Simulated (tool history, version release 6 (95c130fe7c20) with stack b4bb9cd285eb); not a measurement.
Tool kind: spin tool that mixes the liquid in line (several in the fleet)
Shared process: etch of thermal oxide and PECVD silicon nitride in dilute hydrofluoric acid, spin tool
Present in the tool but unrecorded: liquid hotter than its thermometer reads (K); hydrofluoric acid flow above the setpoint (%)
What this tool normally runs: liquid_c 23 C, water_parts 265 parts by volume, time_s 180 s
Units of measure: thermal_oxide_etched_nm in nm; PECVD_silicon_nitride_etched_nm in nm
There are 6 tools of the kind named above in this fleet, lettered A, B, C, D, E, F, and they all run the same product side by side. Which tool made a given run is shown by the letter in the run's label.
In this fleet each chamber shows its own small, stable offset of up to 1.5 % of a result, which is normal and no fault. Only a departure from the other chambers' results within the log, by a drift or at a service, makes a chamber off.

run     day  liquid_c  water_parts  time_s  hours since the thermometer was replaced  hours since the hydrofluoric acid flow meter was replaced  read-back film thickness of the thermal oxide reference wafer, read on the same gauge (nm)  read-back film thickness of the PECVD silicon nitride reference wafer, read on the same gauge (nm)  thermal_oxide_etched_nm  PECVD_silicon_nitride_etched_nm
 1F   0.346        23          265     180                                     803.1                                                       1548                                                                                      40.016                                                                                              99.989                   2.4938                           1.0856
 2D   0.962        23          265     180                                     986.4                                                      376.4                                                                                      40.003                                                                                              100.02                    2.483                           1.0778
 3A   1.471        23          265     180                                    2509.8                                                      475.8                                                                                      40.014                                                                                              99.992                   2.4187                           1.1236
 4B   1.946        23          265     180                                    1376.3                                                      113.6                                                                                      40.018                                                                                              100.01                   2.4689                           1.1433
      1.983  -- chamber F: hydrofluoric acid flow meter replaced
 5E   2.371        23          265     180                                     146.6                                                     1938.1                                                                                      40.027                                                                                              99.999                   2.4261                           1.1271
 6C   2.925        23          265     180                                     386.6                                                      538.6                                                                                      40.017                                                                                              99.998                   2.4903                            1.131
 7C   3.346        23          265     180                                     396.7                                                      548.7                                                                                      40.008                                                                                              99.995                   2.5211                           1.1202
 8D   3.721        23          265     180                                    1052.6                                                      442.6                                                                                       40.02                                                                                              99.998                   2.4819                           1.0841
 9E   4.404        23          265     180                                     195.4                                                     1986.9                                                                                      40.013                                                                                              99.977                   2.4696                           1.1135
10B   4.808        23          265     180                                      1445                                                      182.3                                                                                       40.01                                                                                              100.01                   2.4675                           1.1232
11F     5.5        23          265     180                                     926.8                                                       84.5                                                                                      40.012                                                                                              100.01                   2.4666                           1.1123
12A   5.867        23          265     180                                    2615.3                                                      581.3                                                                                      40.009                                                                                              100.01                   2.5062                           1.0971
      6.258  -- chamber F: thermometer replaced
13F   6.521        23          265     180                                       6.3                                                        109                                                                                      40.007                                                                                              99.999                   2.4578                           1.0772
14C   7.075        23          265     180                                     486.2                                                      638.2                                                                                      40.012                                                                                              100.01                   2.4994                           1.1149
15A   7.671        23          265     180                                    2658.6                                                      624.6                                                                                      39.993                                                                                              100.02                    2.506                           1.1158
16B   8.221        23          265     180                                    1526.9                                                      264.2                                                                                      40.012                                                                                              99.984                   2.5006                           1.0837
17E   8.796        23          265     180                                     300.8                                                     2092.3                                                                                      40.015                                                                                              99.981                   2.4818                           1.0923
18D   9.388        23          265     180                                    1188.6                                                      578.6                                                                                      39.994                                                                                              100.02                   2.5818                           1.1101
19E   9.817        23          315     180                                     325.3                                                     2116.8                                                                                      40.005                                                                                                 100                   1.9811                          0.93644
20B  10.504        23          315     180                                    1581.7                                                        319                                                                                      40.002                                                                                                 100                   2.0201                          0.93495
21A  10.979        23          315     180                                      2738                                                        704                                                                                      40.022                                                                                              100.01                   1.9783                          0.89469
22F  11.596        23          315     180                                     128.1                                                      230.8                                                                                      39.998                                                                                              100.02                    1.987                          0.93011
     11.792  -- chamber D: thermometer replaced
23D   11.95        23          315     180                                       3.8                                                      640.1                                                                                      39.989                                                                                              100.02                   2.0908                           0.9372
24C  12.554        23          315     180                                     617.7                                                      769.7                                                                                      39.996                                                                                              100.01                   1.9999                          0.94042
     13.096  -- chamber C: hydrofluoric acid flow meter replaced
25D  13.167        23          265     180                                        33                                                      669.3                                                                                      40.007                                                                                              100.01                   2.6841                           1.1802
26F  13.625        23          265     180                                     176.8                                                      279.5                                                                                      40.007                                                                                              99.975                   2.4878                           1.0888
27E  13.958        23          265     180                                     424.7                                                     2216.2                                                                                      40.041                                                                                              99.997                   2.4845                           1.1134
28B  14.304        23          265     180                                    1672.9                                                      410.2                                                                                      39.992                                                                                              99.998                   2.4724                           1.0622
     14.717  -- chamber C: thermometer replaced
29A  14.971        23          265     180                                    2833.8                                                      799.8                                                                                      40.004                                                                                              100.01                   2.4771                           1.0726
     15.129  -- chamber B: hydrofluoric acid flow meter replaced
     15.279  -- chamber E: hydrofluoric acid flow meter replaced
30C  15.529        23          265     180                                      19.5                                                       58.4                                                                                      40.005                                                                                              99.995                   2.4875                           1.0992
31C  16.083        23          265     180                                      32.8                                                       71.7                                                                                      40.027                                                                                                 100                    2.486                           1.0922
32D  16.433        23          265     180                                     111.4                                                      747.7                                                                                       40.01                                                                                              99.976                   2.7723                           1.1497
33F  16.879        23          140     180                                     254.9                                                      357.6                                                                                      39.991                                                                                              100.01                   5.2532                           2.0379
34E  17.346        23          140     180                                       506                                                       49.6                                                                                      40.025                                                                                              100.02                   5.4091                           2.0406
35B  17.883        23          140     180                                    1758.8                                                       66.1                                                                                      39.978                                                                                              100.02                    5.425                           2.0826
36A  18.425        23          140     180                                    2916.7                                                      882.7                                                                                      39.978                                                                                              100.01                   5.3367                           2.0725
37F  19.054        23          140     180                                     307.1                                                      409.8                                                                                      40.029                                                                                              100.02                   5.3264                            2.024
38B  19.496        23          140     180                                    1797.5                                                      104.8                                                                                      39.994                                                                                                 100                    5.354                           2.0129
     19.629  -- chamber E: thermometer replaced
39E  19.821        23          265     180                                       4.7                                                        109                                                                                      40.007                                                                                              99.995                    2.462                           1.0831
40C  20.196        23          265     180                                     131.5                                                      170.4                                                                                      39.998                                                                                              99.994                   2.5234                           1.0682

Each of the 6 chambers runs these same settings next. Fill in every chamber's results:
41A  20.692        23          160     180                                                                                                                                                                                                                                                                                                                             ?                                ?
41B  20.692        23          160     180                                                                                                                                                                                                                                                                                                                             ?                                ?
41C  20.692        23          160     180                                                                                                                                                                                                                                                                                                                             ?                                ?
41D  20.692        23          160     180                                                                                                                                                                                                                                                                                                                             ?                                ?
41E  20.692        23          160     180                                                                                                                                                                                                                                                                                                                             ?                                ?
41F  20.692        23          160     180                                                                                                                                                                                                                                                                                                                             ?                                ?

run  thermal_oxide_etched_nm  PECVD_silicon_nitride_etched_nm
41A                   4.5381                           1.7862
41B                   4.5956                            1.883
41C                   4.5809                           1.8158
41D                   5.2742                           2.0543
41E                   4.5986                           1.8249
41F                    4.523                           1.7738
